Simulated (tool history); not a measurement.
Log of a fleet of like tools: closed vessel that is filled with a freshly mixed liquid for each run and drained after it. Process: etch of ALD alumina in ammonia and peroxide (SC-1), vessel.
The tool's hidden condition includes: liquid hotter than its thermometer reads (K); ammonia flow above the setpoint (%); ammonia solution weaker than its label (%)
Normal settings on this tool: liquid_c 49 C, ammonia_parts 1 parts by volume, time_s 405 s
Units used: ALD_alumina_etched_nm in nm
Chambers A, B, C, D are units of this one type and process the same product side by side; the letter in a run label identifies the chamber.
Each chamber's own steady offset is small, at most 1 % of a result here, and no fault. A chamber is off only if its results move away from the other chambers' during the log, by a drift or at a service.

run    day  liquid_c  ammonia_parts  time_s  hours since the thermometer was replaced  hours since the ammonia flow meter was replaced  hours since the drum of ammonia solution was connected  read-back film thickness of the ALD alumina reference wafer, read on the same gauge (nm)  ALD_alumina_etched_nm
 1D  0.308        49              1     405                                       367                                           2003.1                                                   723.5                                                                                    129.97                 30.052
 2C   0.65        49              1     405                                     302.6                                            537.7                                                   450.5                                                                                    129.97                 30.719
 3A  0.912        49              1     405                                    2468.6                                            710.5                                                   254.3                                                                                    129.98                 30.338
 4B    1.2        49              1     405                                     878.9                                            607.4                                                   129.5                                                                                    129.97                 31.222
     1.204  -- chamber D: new drum of ammonia solution connected
 5A  1.446        49              1     405                                    2481.4                                            723.3                                                   267.1                                                                                    130.02                 30.313
 6B   1.65        49              1     405                                     889.7                                            618.2                                                   140.3                                                                                    130.02                 31.017
     1.871  -- chamber D: ammonia flow meter replaced
 7C  1.904        49              1     405                                     332.7                                            567.8                                                   480.6                                                                                    129.99                  30.74
 8D  2.258        49              1     405                                     413.8                                              9.3                                                    25.4                                                                                    129.97                 30.163
 9B  2.538        49              1     405                                       911                                            639.5                                                   161.6                                                                                    130.04                 31.852
10A  2.804        49              1     405                                      2514                                            755.9                                                   299.7                                                                                    129.97                 30.768
11C  3.104        49           0.55     405                                     361.5                                            596.6                                                   509.4                                                                                    129.99                 28.872
12D  3.521        49           0.55     405                                     444.1                                             39.6                                                    55.7                                                                                    129.99                 28.976
13B  3.946        49           0.55     405                                     944.8                                            673.3                                                   195.4                                                                                    129.97                 29.409
     4.108  -- chamber C: ammonia flow meter replaced
14D  4.171        49           0.55     405                                     459.7                                             55.2                                                    71.3                                                                                    129.93                  29.41
     4.304  -- chamber A: new drum of ammonia solution connected
15C  4.546        49              1     405                                     396.1                                             10.6                                                     544                                                                                    130.01                 30.661
16A  4.825        49              1     405                                    2562.5                                            804.4                                                    12.6                                                                                    130.06                 30.767
17A  5.196        49              1     405                                    2571.4                                            813.3                                                    21.5                                                                                    129.97                 30.912
18B  5.425        49              1     405                                     980.3                                            708.8                                                   230.9                                                                                    130.04                 31.469
     5.658  -- chamber B: ammonia flow meter replaced
19D  5.679        49              1     405                                     495.9                                             91.4                                                   107.5                                                                                    129.97                 32.129
     5.717  -- chamber C: new drum of ammonia solution connected
20C  6.117        49              1     405                                     433.8                                             48.3                                                     9.6                                                                                    129.99                 30.538
21D  6.521        49              1     405                                     516.1                                            111.6                                                   127.7                                                                                    129.99                 32.455
22B  6.971        49              1     405                                    1017.4                                             31.6                                                     268                                                                                       130                 31.216
23A  7.254        49              1     405                                    2620.8                                            862.7                                                    70.9                                                                                    129.98                 30.797
24C  7.579        49              1     405                                     468.9                                             83.4                                                    44.7                                                                                    130.04                 30.752
25A  8.021        49              1     405                                    2639.2                                            881.1                                                    89.3                                                                                    129.96                 30.447
26C    8.4        49              1     405                                     488.6                                            103.1                                                    64.4                                                                                    130.05                 30.475
27B  8.662        49              1     405                                      1058                                             72.2                                                   308.6                                                                                    129.97                 31.144
28D  8.967        49              1     405                                     574.8                                            170.3                                                   186.4                                                                                       130                  33.96
29A  9.329        49              1     405                                    2670.6                                            912.5                                                   120.7                                                                                    130.02                 30.703
30D  9.529        49            1.2     230                                     588.3                                            183.8                                                   199.9                                                                                    130.02                 19.302
31C  9.725        49            1.2     230                                     520.4                                            134.9                                                    96.2                                                                                    129.98                 17.902

Is one chamber out of step, is the gauge drifting, or do the chambers differ by no more than their own small offsets? For an off chamber, give its letter and the likeliest cause.

Little by little, chamber D moves away from the other chambers.
What lies behind it: liquid hotter than its thermometer reads (K) = 2.15.

Chamber D could run next with any of the 4 candidate recipes listed below; each alters the usual settings, and their results appear as question marks. Which one brings its results back in line with what the other chambers deliver on the usual settings?
Maximum distance from the other chambers' mean on the usual settings for a result to count as in line: ALD_alumina_etched_nm 1 nm
32D-1  10.05        50              1     425                                                                                                                                                                                                                                                                   ?
32D-2  10.05        49              1     365                                                                                                                                                                                                                                                                   ?
32D-3  10.05        49              1     325                                                                                                                                                                                                                                                                   ?
32D-4  10.05        53              1     405                                                                                                                                                                                                                                                                   ?

Average result of the remaining chambers running the usual settings: ALD_alumina_etched_nm 30.837 nm
  run  ALD_alumina_etched_nm
32D-1                 38.018
32D-2                  30.89
32D-3                 27.505
32D-4                 42.638
32D-2 is the one that brings the chamber's results back in line with the other chambers.

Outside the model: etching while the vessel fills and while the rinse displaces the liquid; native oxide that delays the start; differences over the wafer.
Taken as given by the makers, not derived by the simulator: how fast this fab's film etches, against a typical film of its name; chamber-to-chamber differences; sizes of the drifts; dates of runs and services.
